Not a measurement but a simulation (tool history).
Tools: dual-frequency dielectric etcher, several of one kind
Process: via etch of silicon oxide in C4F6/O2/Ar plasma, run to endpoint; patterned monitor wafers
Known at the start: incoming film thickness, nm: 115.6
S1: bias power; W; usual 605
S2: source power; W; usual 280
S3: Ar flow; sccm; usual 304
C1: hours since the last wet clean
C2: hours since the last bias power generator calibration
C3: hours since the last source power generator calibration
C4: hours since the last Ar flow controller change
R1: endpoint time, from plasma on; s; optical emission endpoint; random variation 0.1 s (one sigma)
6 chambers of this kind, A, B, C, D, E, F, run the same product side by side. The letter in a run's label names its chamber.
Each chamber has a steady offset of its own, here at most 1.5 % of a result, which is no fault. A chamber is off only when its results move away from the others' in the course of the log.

{"run": "1E", "day": 0.204, "S1": 605, "S2": 280, "S3": 304, "C1": 116.9, "C2": 2994.4, "C3": 1702.1, "C4": 1319.2, "R1": 27.045}
{"run": "2C", "day": 0.317, "S1": 605, "S2": 280, "S3": 304, "C1": 452.2, "C2": 204.5, "C3": 1165.7, "C4": 1288.7, "R1": 26.734}
{"run": "3D", "day": 0.446, "S1": 605, "S2": 280, "S3": 304, "C1": 162, "C2": 1167.9, "C3": 249.3, "C4": 58.3, "R1": 26.851}
{"run": "4F", "day": 0.571, "S1": 605, "S2": 280, "S3": 304, "C1": 347, "C2": 1602.5, "C3": 19.2, "C4": 692.3, "R1": 27.127}
{"run": "5B", "day": 0.746, "S1": 605, "S2": 280, "S3": 304, "C1": 424.6, "C2": 638.8, "C3": 1232.5, "C4": 1166.1, "R1": 27.125}
{"run": "6A", "day": 0.921, "S1": 605, "S2": 280, "S3": 304, "C1": 318.9, "C2": 2489.3, "C3": 355.7, "C4": 313.1, "R1": 27.379}
{"run": "7C", "day": 1.075, "S1": 605, "S2": 280, "S3": 304, "C1": 470.4, "C2": 222.7, "C3": 1183.9, "C4": 1306.9, "R1": 26.708}
{"run": "8A", "day": 1.288, "S1": 605, "S2": 280, "S3": 304, "C1": 327.7, "C2": 2498.1, "C3": 364.5, "C4": 321.9, "R1": 27.174}
{"run": "9B", "day": 1.45, "S1": 605, "S2": 280, "S3": 304, "C1": 441.5, "C2": 655.7, "C3": 1249.4, "C4": 1183, "R1": 27.107}
{"day": 1.454, "done": "chamber C: wet clean of the chamber"}
{"run": "10D", "day": 1.612, "S1": 605, "S2": 280, "S3": 304, "C1": 190, "C2": 1195.9, "C3": 277.3, "C4": 86.3, "R1": 26.8}
{"run": "11E", "day": 1.779, "S1": 605, "S2": 280, "S3": 304, "C1": 154.7, "C2": 3032.2, "C3": 1739.9, "C4": 1357, "R1": 26.969}
{"run": "12F", "day": 1.946, "S1": 725, "S2": 240, "S3": 304, "C1": 380, "C2": 1635.5, "C3": 52.2, "C4": 725.3, "R1": 26.74}
{"run": "13F", "day": 2.1, "S1": 725, "S2": 240, "S3": 304, "C1": 383.7, "C2": 1639.2, "C3": 55.9, "C4": 729, "R1": 26.659}
{"run": "14E", "day": 2.204, "S1": 725, "S2": 240, "S3": 304, "C1": 164.9, "C2": 3042.4, "C3": 1750.1, "C4": 1367.2, "R1": 26.62}
{"run": "15B", "day": 2.317, "S1": 725, "S2": 240, "S3": 304, "C1": 462.3, "C2": 676.5, "C3": 1270.2, "C4": 1203.8, "R1": 26.698}
{"run": "16C", "day": 2.475, "S1": 725, "S2": 240, "S3": 304, "C1": 24.5, "C2": 256.3, "C3": 1217.5, "C4": 1340.5, "R1": 26.269}
{"day": 2.638, "done": "chamber A: wet clean of the chamber"}
{"run": "17D", "day": 2.658, "S1": 725, "S2": 240, "S3": 304, "C1": 215.1, "C2": 1221, "C3": 302.4, "C4": 111.4, "R1": 26.108}
{"day": 2.788, "done": "chamber F: wet clean of the chamber"}
{"run": "18A", "day": 2.867, "S1": 605, "S2": 280, "S3": 304, "C1": 5.6, "C2": 2536, "C3": 402.4, "C4": 359.8, "R1": 27.07}
{"run": "19E", "day": 3.012, "S1": 605, "S2": 280, "S3": 273, "C1": 184.3, "C2": 3061.8, "C3": 1769.5, "C4": 1386.6, "R1": 26.569}
{"run": "20B", "day": 3.129, "S1": 605, "S2": 280, "S3": 273, "C1": 481.8, "C2": 696, "C3": 1289.7, "C4": 1223.3, "R1": 26.703}
{"run": "21D", "day": 3.254, "S1": 605, "S2": 280, "S3": 273, "C1": 229.4, "C2": 1235.3, "C3": 316.7, "C4": 125.7, "R1": 26.322}
{"run": "22C", "day": 3.421, "S1": 605, "S2": 280, "S3": 273, "C1": 47.2, "C2": 279, "C3": 1240.2, "C4": 1363.2, "R1": 26.286}
{"run": "23A", "day": 3.567, "S1": 605, "S2": 280, "S3": 273, "C1": 22.4, "C2": 2552.8, "C3": 419.2, "C4": 376.6, "R1": 26.9}
{"run": "24F", "day": 3.758, "S1": 605, "S2": 280, "S3": 273, "C1": 23.4, "C2": 1679, "C3": 95.7, "C4": 768.8, "R1": 26.816}
{"run": "25B", "day": 3.967, "S1": 605, "S2": 280, "S3": 304, "C1": 501.9, "C2": 716.1, "C3": 1309.8, "C4": 1243.4, "R1": 27.169}
{"run": "26E", "day": 4.083, "S1": 605, "S2": 280, "S3": 304, "C1": 210, "C2": 3087.5, "C3": 1795.2, "C4": 1412.3, "R1": 26.876}
{"run": "27D", "day": 4.254, "S1": 605, "S2": 280, "S3": 304, "C1": 253.4, "C2": 1259.3, "C3": 340.7, "C4": 149.7, "R1": 26.44}
{"run": "28F", "day": 4.417, "S1": 605, "S2": 280, "S3": 304, "C1": 39.2, "C2": 1694.8, "C3": 111.5, "C4": 784.6, "R1": 27.051}
{"run": "29C", "day": 4.546, "S1": 605, "S2": 280, "S3": 304, "C1": 74.2, "C2": 306, "C3": 1267.2, "C4": 1390.2, "R1": 26.615}
{"run": "30A", "day": 4.721, "S1": 605, "S2": 280, "S3": 304, "C1": 50.1, "C2": 2580.5, "C3": 446.9, "C4": 404.3, "R1": 27.088}
{"run": "31F", "day": 4.846, "S1": 705, "S2": 220, "S3": 304, "C1": 49.5, "C2": 1705.1, "C3": 121.8, "C4": 794.9, "R1": 27.853}
{"run": "32C", "day": 4.971, "S1": 705, "S2": 220, "S3": 304, "C1": 84.4, "C2": 316.2, "C3": 1277.4, "C4": 1400.4, "R1": 27.361}
{"run": "33B", "day": 5.108, "S1": 705, "S2": 220, "S3": 304, "C1": 529.3, "C2": 743.5, "C3": 1337.2, "C4": 1270.8, "R1": 27.77}
{"run": "34D", "day": 5.321, "S1": 705, "S2": 220, "S3": 304, "C1": 279, "C2": 1284.9, "C3": 366.3, "C4": 175.3, "R1": 26.851}
{"run": "35A", "day": 5.446, "S1": 705, "S2": 220, "S3": 304, "C1": 67.5, "C2": 2597.9, "C3": 464.3, "C4": 421.7, "R1": 27.883}
{"run": "36E", "day": 5.6, "S1": 705, "S2": 220, "S3": 304, "C1": 246.4, "C2": 3123.9, "C3": 1831.6, "C4": 1448.7, "R1": 27.6}

Next, every chamber runs the same settings. What will each give?
{"run": "37A", "day": 5.754, "S1": 605, "S2": 280, "S3": 304, "R1": "?"}
{"run": "37B", "day": 5.754, "S1": 605, "S2": 280, "S3": 304, "R1": "?"}
{"run": "37C", "day": 5.754, "S1": 605, "S2": 280, "S3": 304, "R1": "?"}
{"run": "37D", "day": 5.754, "S1": 605, "S2": 280, "S3": 304, "R1": "?"}
{"run": "37E", "day": 5.754, "S1": 605, "S2": 280, "S3": 304, "R1": "?"}
{"run": "37F", "day": 5.754, "S1": 605, "S2": 280, "S3": 304, "R1": "?"}

run=37A R1=27.29
run=37B R1=27.153
run=37C R1=26.708
run=37D R1=26.069
run=37E R1=27.049
run=37F R1=27.107
